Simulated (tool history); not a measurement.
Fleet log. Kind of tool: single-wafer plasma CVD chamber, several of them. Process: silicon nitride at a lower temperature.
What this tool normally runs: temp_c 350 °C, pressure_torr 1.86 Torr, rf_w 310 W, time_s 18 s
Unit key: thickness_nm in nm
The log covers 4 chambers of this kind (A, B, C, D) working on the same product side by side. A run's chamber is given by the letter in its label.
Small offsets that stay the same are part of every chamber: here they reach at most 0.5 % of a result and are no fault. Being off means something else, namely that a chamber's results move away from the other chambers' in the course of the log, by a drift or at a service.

run,hour,temp_c,pressure_torr,rf_w,time_s,"read-back reference wafer on the same gauge, thickness_nm",thickness_nm
1B,8.0,350,1.86,310,18,21.296,22.506
2A,14.2,350,1.86,310,18,21.299,22.652
3C,18.7,350,1.86,310,18,21.284,22.510
4D,26.7,350,1.86,310,18,21.278,22.563
5A,31.4,350,1.86,310,18,21.279,22.660
6B,35.7,345,1.86,265,18,21.267,20.172
7D,42.2,345,1.86,265,18,21.279,20.242
8C,47.0,345,1.86,265,18,21.270,20.144
9D,54.6,345,1.86,265,18,21.266,20.310
10C,59.6,339,1.86,310,18,21.269,22.571
11B,65.2,339,1.86,310,18,21.251,22.581
12A,74.4,339,1.86,310,18,21.244,22.787
13C,80.6,339,1.86,310,18,21.242,22.595
14A,86.7,350,1.86,310,18,21.245,22.628
# hour 94.1: chamber B: capacitance manometer re-zeroed and calibrated
15B,94.7,350,1.86,310,18,21.239,22.390
16D,103.2,350,1.86,310,18,21.218,22.521
17C,111.7,350,1.86,310,18,21.213,22.434
18A,119.7,350,1.86,310,18,21.216,22.592
19D,125.8,350,1.86,310,18,21.213,22.468
20B,131.0,350,1.86,310,18,21.209,22.438
21C,135.5,350,1.86,310,18,21.210,22.441
22D,141.2,350,1.86,310,18,21.201,22.465
23B,147.2,350,1.86,310,18,21.207,22.335
24A,152.5,350,1.86,310,18,21.207,22.489
25C,157.0,350,1.86,310,18,21.195,22.497
26B,163.6,350,1.86,310,18,21.186,22.353
27D,167.8,350,1.86,310,18,21.186,22.466
28A,176.1,350,1.86,310,18,21.182,22.504
29B,181.3,350,1.86,310,18,21.173,22.332
30C,187.3,350,1.86,310,18,21.167,22.352
31D,194.1,350,1.86,310,18,21.172,22.355
32A,202.7,350,1.86,310,18,21.166,22.497
33C,208.1,350,1.86,310,18,21.163,22.446
34B,215.2,350,1.86,310,18,21.148,22.371
35D,220.4,350,1.86,310,18,21.145,22.417

One chamber off, gauge drift, or nothing amiss beyond the chambers' own small offsets? If it is a chamber, which one, and what is the likeliest cause?

None of the chambers is off. What moves is the gauge, dragging all their readings along together.
What lies behind it: gauge reads low (%) = 0.718.
